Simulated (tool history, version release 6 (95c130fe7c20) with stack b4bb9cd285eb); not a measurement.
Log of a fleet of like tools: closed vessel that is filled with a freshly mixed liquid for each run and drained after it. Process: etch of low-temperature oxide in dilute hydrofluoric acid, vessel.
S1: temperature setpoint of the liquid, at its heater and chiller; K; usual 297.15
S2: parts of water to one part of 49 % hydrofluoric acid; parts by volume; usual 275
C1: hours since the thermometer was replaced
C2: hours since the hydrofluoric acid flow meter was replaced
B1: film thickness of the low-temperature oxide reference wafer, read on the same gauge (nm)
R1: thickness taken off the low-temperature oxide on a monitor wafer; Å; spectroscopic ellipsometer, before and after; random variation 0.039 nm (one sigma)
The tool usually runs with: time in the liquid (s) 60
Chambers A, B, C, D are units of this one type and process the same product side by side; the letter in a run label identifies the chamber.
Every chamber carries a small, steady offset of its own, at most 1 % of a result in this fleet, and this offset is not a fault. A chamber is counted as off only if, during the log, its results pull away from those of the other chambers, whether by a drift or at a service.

{"run": "1B", "day": 0.229, "S1": 297.15, "S2": 275, "time in the liquid (s)": 60, "C1": 1292.4, "C2": 378.8, "B1": 29.955, "R1": 63.774}
{"run": "2A", "day": 0.55, "S1": 297.15, "S2": 275, "time in the liquid (s)": 60, "C1": 596, "C2": 560, "B1": 29.998, "R1": 64.182}
{"run": "3C", "day": 0.725, "S1": 297.15, "S2": 275, "time in the liquid (s)": 60, "C1": 414.9, "C2": 216.6, "B1": 29.958, "R1": 64.249}
{"run": "4D", "day": 0.883, "S1": 297.15, "S2": 275, "time in the liquid (s)": 60, "C1": 963.8, "C2": 183.9, "B1": 29.985, "R1": 63.234}
{"run": "5A", "day": 1.25, "S1": 297.15, "S2": 275, "time in the liquid (s)": 60, "C1": 612.8, "C2": 576.8, "B1": 30.027, "R1": 63.913}
{"run": "6B", "day": 1.533, "S1": 297.15, "S2": 275, "time in the liquid (s)": 60, "C1": 1323.7, "C2": 410.1, "B1": 29.994, "R1": 63.472}
{"run": "7D", "day": 1.833, "S1": 297.15, "S2": 275, "time in the liquid (s)": 60, "C1": 986.6, "C2": 206.7, "B1": 29.999, "R1": 64.363}
{"run": "8C", "day": 2.162, "S1": 293.65, "S2": 275, "time in the liquid (s)": 30, "C1": 449.4, "C2": 251.1, "B1": 29.98, "R1": 28.24}
{"run": "9D", "day": 2.475, "S1": 293.65, "S2": 275, "time in the liquid (s)": 30, "C1": 1002, "C2": 222.1, "B1": 30.013, "R1": 28.128}
{"run": "10A", "day": 2.688, "S1": 293.65, "S2": 275, "time in the liquid (s)": 30, "C1": 647.3, "C2": 611.3, "B1": 29.983, "R1": 28.292}
{"run": "11C", "day": 2.862, "S1": 293.65, "S2": 275, "time in the liquid (s)": 30, "C1": 466.2, "C2": 267.9, "B1": 30.022, "R1": 28.28}
{"run": "12B", "day": 3.138, "S1": 297.15, "S2": 275, "time in the liquid (s)": 60, "C1": 1362.2, "C2": 448.6, "B1": 29.999, "R1": 64.425}
{"run": "13D", "day": 3.417, "S1": 297.15, "S2": 275, "time in the liquid (s)": 60, "C1": 1024.6, "C2": 244.7, "B1": 29.966, "R1": 64.533}
{"run": "14C", "day": 3.604, "S1": 297.15, "S2": 275, "time in the liquid (s)": 60, "C1": 484, "C2": 285.7, "B1": 29.98, "R1": 63.61}
{"run": "15B", "day": 3.867, "S1": 297.15, "S2": 275, "time in the liquid (s)": 60, "C1": 1379.7, "C2": 466.1, "B1": 30.017, "R1": 65.762}
{"run": "16A", "day": 4.096, "S1": 297.15, "S2": 275, "time in the liquid (s)": 60, "C1": 681.1, "C2": 645.1, "B1": 29.995, "R1": 64.25}
{"run": "17B", "day": 4.392, "S1": 297.15, "S2": 275, "time in the liquid (s)": 60, "C1": 1392.3, "C2": 478.7, "B1": 29.983, "R1": 65.215}
{"run": "18D", "day": 4.6, "S1": 297.15, "S2": 275, "time in the liquid (s)": 60, "C1": 1053, "C2": 273.1, "B1": 29.991, "R1": 63.69}
{"run": "19A", "day": 4.767, "S1": 297.15, "S2": 275, "time in the liquid (s)": 60, "C1": 697.2, "C2": 661.2, "B1": 30.01, "R1": 64.864}
{"run": "20C", "day": 5.121, "S1": 297.15, "S2": 275, "time in the liquid (s)": 60, "C1": 520.4, "C2": 322.1, "B1": 30.008, "R1": 63.955}
{"run": "21C", "day": 5.308, "S1": 297.15, "S2": 275, "time in the liquid (s)": 60, "C1": 524.9, "C2": 326.6, "B1": 30.012, "R1": 64.048}
{"run": "22B", "day": 5.646, "S1": 297.15, "S2": 275, "time in the liquid (s)": 60, "C1": 1422.4, "C2": 508.8, "B1": 29.984, "R1": 66.21}
{"run": "23A", "day": 6.008, "S1": 297.15, "S2": 275, "time in the liquid (s)": 60, "C1": 727, "C2": 691, "B1": 30.01, "R1": 64.47}
{"run": "24D", "day": 6.329, "S1": 293.15, "S2": 385, "time in the liquid (s)": 60, "C1": 1094.5, "C2": 314.6, "B1": 30.045, "R1": 35.517}
{"run": "25B", "day": 6.521, "S1": 293.15, "S2": 385, "time in the liquid (s)": 60, "C1": 1443.4, "C2": 529.8, "B1": 29.983, "R1": 37.664}
{"run": "26A", "day": 6.733, "S1": 293.15, "S2": 385, "time in the liquid (s)": 60, "C1": 744.4, "C2": 708.4, "B1": 29.999, "R1": 36.154}
{"run": "27D", "day": 7.075, "S1": 293.15, "S2": 385, "time in the liquid (s)": 60, "C1": 1112.4, "C2": 332.5, "B1": 29.988, "R1": 35.654}
{"run": "28C", "day": 7.396, "S1": 297.15, "S2": 275, "time in the liquid (s)": 60, "C1": 575, "C2": 376.7, "B1": 29.985, "R1": 63.388}
{"run": "29C", "day": 7.625, "S1": 297.15, "S2": 275, "time in the liquid (s)": 60, "C1": 580.5, "C2": 382.2, "B1": 30.01, "R1": 63.741}
{"run": "30A", "day": 7.792, "S1": 297.15, "S2": 275, "time in the liquid (s)": 60, "C1": 769.8, "C2": 733.8, "B1": 29.982, "R1": 63.973}
{"run": "31B", "day": 8.008, "S1": 294.65, "S2": 275, "time in the liquid (s)": 30, "C1": 1479.1, "C2": 565.5, "B1": 30.015, "R1": 31.287}
{"run": "32D", "day": 8.379, "S1": 294.65, "S2": 275, "time in the liquid (s)": 30, "C1": 1143.7, "C2": 363.8, "B1": 30.012, "R1": 29.186}

Has any chamber moved away from the others, gradually or after a service, or does the common gauge drift, or do the chambers differ only by their own small steady offsets? State the chamber and the most likely cause if one applies.

One chamber, B, drifts off from the rest bit by bit.
What lies behind it: liquid hotter than its thermometer reads (K) = 2.34.
The log might look much the same if the cause were instead: hydrofluoric acid flow above the setpoint (%).

Which of the 4 candidates below, each the usual settings with something changed and its results left as question marks, puts chamber B back in line with what the other chambers give on the usual settings?
To be in line, a result may differ from the other chambers' mean on the usual settings by at most: R1 1.4 Å
{"run": "33B-1", "day": 8.642, "S1": 296.15, "S2": 275, "time in the liquid (s)": 60, "R1": "?"}
{"run": "33B-2", "day": 8.642, "S1": 298.15, "S2": 275, "time in the liquid (s)": 60, "R1": "?"}
{"run": "33B-3", "day": 8.642, "S1": 297.15, "S2": 275, "time in the liquid (s)": 65, "R1": "?"}
{"run": "33B-4", "day": 8.642, "S1": 297.15, "S2": 275, "time in the liquid (s)": 55, "R1": "?"}

Mean of the other chambers on the usual settings: R1 63.898 Å
run=33B-1 R1=66.822
run=33B-2 R1=71.636
run=33B-3 R1=74.956
run=33B-4 R1=63.425
Change 33B-4 lands the chamber within the allowed miss of the other chambers.
